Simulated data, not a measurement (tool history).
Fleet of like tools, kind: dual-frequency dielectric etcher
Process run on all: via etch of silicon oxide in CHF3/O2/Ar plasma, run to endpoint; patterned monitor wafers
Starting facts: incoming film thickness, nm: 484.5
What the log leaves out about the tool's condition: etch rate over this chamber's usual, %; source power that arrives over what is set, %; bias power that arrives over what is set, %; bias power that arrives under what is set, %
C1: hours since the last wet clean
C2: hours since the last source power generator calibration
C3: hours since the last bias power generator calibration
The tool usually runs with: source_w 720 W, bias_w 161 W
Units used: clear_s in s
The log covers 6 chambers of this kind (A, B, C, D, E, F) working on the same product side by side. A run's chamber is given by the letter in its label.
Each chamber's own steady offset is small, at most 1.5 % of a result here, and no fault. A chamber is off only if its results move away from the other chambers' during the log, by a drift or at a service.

run 1E hour=4.0 | source_w=720 bias_w=161 | C1=450.3 C2=765.5 C3=1789.3 | clear_s=236.31
run 2A hour=10.2 | source_w=720 bias_w=161 | C1=282.1 C2=2784.4 C3=971.0 | clear_s=239.96
run 3D hour=13.6 | source_w=720 bias_w=161 | C1=425.8 C2=1953.4 C3=142.2 | clear_s=235.65
run 4C hour=18.9 | source_w=720 bias_w=161 | C1=92.4 C2=1601.6 C3=1258.5 | clear_s=235.07
run 5F hour=24.8 | source_w=720 bias_w=133 | C1=366.8 C2=3663.9 C3=483.6 | clear_s=249.99
run 6B hour=29.1 | source_w=720 bias_w=133 | C1=98.2 C2=3061.2 C3=1832.2 | clear_s=255.20
run 7A hour=35.0 | source_w=720 bias_w=133 | C1=306.9 C2=2809.2 C3=995.8 | clear_s=253.56
run 8E hour=39.6 | source_w=720 bias_w=133 | C1=485.9 C2=801.1 C3=1824.9 | clear_s=252.70
run 9C hour=44.8 | source_w=720 bias_w=133 | C1=118.3 C2=1627.5 C3=1284.4 | clear_s=250.91
run 10D hour=49.6 | source_w=720 bias_w=133 | C1=461.8 C2=1989.4 C3=178.2 | clear_s=249.20
-- hour=51.3 chamber E: wet clean of the chamber
run 11F hour=52.9 | source_w=720 bias_w=161 | C1=394.9 C2=3692.0 C3=511.7 | clear_s=239.26
run 12B hour=56.3 | source_w=720 bias_w=161 | C1=125.4 C2=3088.4 C3=1859.4 | clear_s=237.22
run 13D hour=60.6 | source_w=720 bias_w=161 | C1=472.8 C2=2000.4 C3=189.2 | clear_s=235.28
run 14F hour=64.7 | source_w=720 bias_w=161 | C1=406.7 C2=3703.8 C3=523.5 | clear_s=237.79
-- hour=65.9 chamber B: bias power generator calibrated
run 15C hour=69.8 | source_w=720 bias_w=161 | C1=143.3 C2=1652.5 C3=1309.4 | clear_s=235.76
run 16E hour=73.5 | source_w=720 bias_w=161 | C1=22.2 C2=835.0 C3=1858.8 | clear_s=235.93
run 17B hour=79.5 | source_w=720 bias_w=161 | C1=148.6 C2=3111.6 C3=13.6 | clear_s=234.81
run 18A hour=84.9 | source_w=720 bias_w=161 | C1=356.8 C2=2859.1 C3=1045.7 | clear_s=235.78
run 19C hour=91.2 | source_w=720 bias_w=161 | C1=164.7 C2=1673.9 C3=1330.8 | clear_s=235.00
run 20F hour=94.7 | source_w=720 bias_w=161 | C1=436.7 C2=3733.8 C3=553.5 | clear_s=237.07
run 21A hour=97.5 | source_w=720 bias_w=161 | C1=369.4 C2=2871.7 C3=1058.3 | clear_s=236.19
run 22D hour=101.3 | source_w=720 bias_w=161 | C1=513.5 C2=2041.1 C3=229.9 | clear_s=236.04
run 23E hour=105.6 | source_w=720 bias_w=161 | C1=54.3 C2=867.1 C3=1890.9 | clear_s=235.49
-- hour=107.5 chamber D: wet clean of the chamber
run 24B hour=111.0 | source_w=720 bias_w=161 | C1=180.1 C2=3143.1 C3=45.1 | clear_s=232.91
run 25F hour=115.9 | source_w=720 bias_w=161 | C1=457.9 C2=3755.0 C3=574.7 | clear_s=237.14
run 26B hour=118.9 | source_w=720 bias_w=143 | C1=188.0 C2=3151.0 C3=53.0 | clear_s=240.49
run 27A hour=122.9 | source_w=720 bias_w=143 | C1=394.8 C2=2897.1 C3=1083.7 | clear_s=245.72
run 28C hour=128.3 | source_w=720 bias_w=143 | C1=201.8 C2=1711.0 C3=1367.9 | clear_s=243.80
run 29D hour=133.8 | source_w=720 bias_w=143 | C1=26.3 C2=2073.6 C3=262.4 | clear_s=246.04
run 30E hour=136.9 | source_w=720 bias_w=143 | C1=85.6 C2=898.4 C3=1922.2 | clear_s=246.85
run 31C hour=141.5 | source_w=720 bias_w=143 | C1=215.0 C2=1724.2 C3=1381.1 | clear_s=247.57
run 32E hour=146.2 | source_w=720 bias_w=161 | C1=94.9 C2=907.7 C3=1931.5 | clear_s=236.70
run 33A hour=150.6 | source_w=720 bias_w=131 | C1=422.5 C2=2924.8 C3=1111.4 | clear_s=253.57
run 34D hour=153.6 | source_w=720 bias_w=131 | C1=46.1 C2=2093.4 C3=282.2 | clear_s=251.03
-- hour=155.8 chamber D: source power generator calibrated
run 35B hour=158.3 | source_w=720 bias_w=131 | C1=227.4 C2=3190.4 C3=92.4 | clear_s=245.38
run 36F hour=162.9 | source_w=720 bias_w=131 | C1=504.9 C2=3802.0 C3=621.7 | clear_s=253.58
run 37B hour=168.3 | source_w=720 bias_w=131 | C1=237.4 C2=3200.4 C3=102.4 | clear_s=244.03
run 38C hour=173.4 | source_w=720 bias_w=131 | C1=246.9 C2=1756.1 C3=1413.0 | clear_s=251.48
run 39F hour=177.7 | source_w=720 bias_w=161 | C1=519.7 C2=3816.8 C3=636.5 | clear_s=237.65
run 40D hour=182.5 | source_w=720 bias_w=161 | C1=75.0 C2=26.7 C3=311.1 | clear_s=233.52

Each of the 6 chambers runs these same settings next. Fill in every chamber's results:
run 41A hour=187.0 | source_w=630 bias_w=161 | clear_s=?
run 41B hour=187.0 | source_w=630 bias_w=161 | clear_s=?
run 41C hour=187.0 | source_w=630 bias_w=161 | clear_s=?
run 41D hour=187.0 | source_w=630 bias_w=161 | clear_s=?
run 41E hour=187.0 | source_w=630 bias_w=161 | clear_s=?
run 41F hour=187.0 | source_w=630 bias_w=161 | clear_s=?

run=41A clear_s=248.40
run=41B clear_s=239.14
run=41C clear_s=250.19
run=41D clear_s=247.94
run=41E clear_s=251.28
run=41F clear_s=250.33

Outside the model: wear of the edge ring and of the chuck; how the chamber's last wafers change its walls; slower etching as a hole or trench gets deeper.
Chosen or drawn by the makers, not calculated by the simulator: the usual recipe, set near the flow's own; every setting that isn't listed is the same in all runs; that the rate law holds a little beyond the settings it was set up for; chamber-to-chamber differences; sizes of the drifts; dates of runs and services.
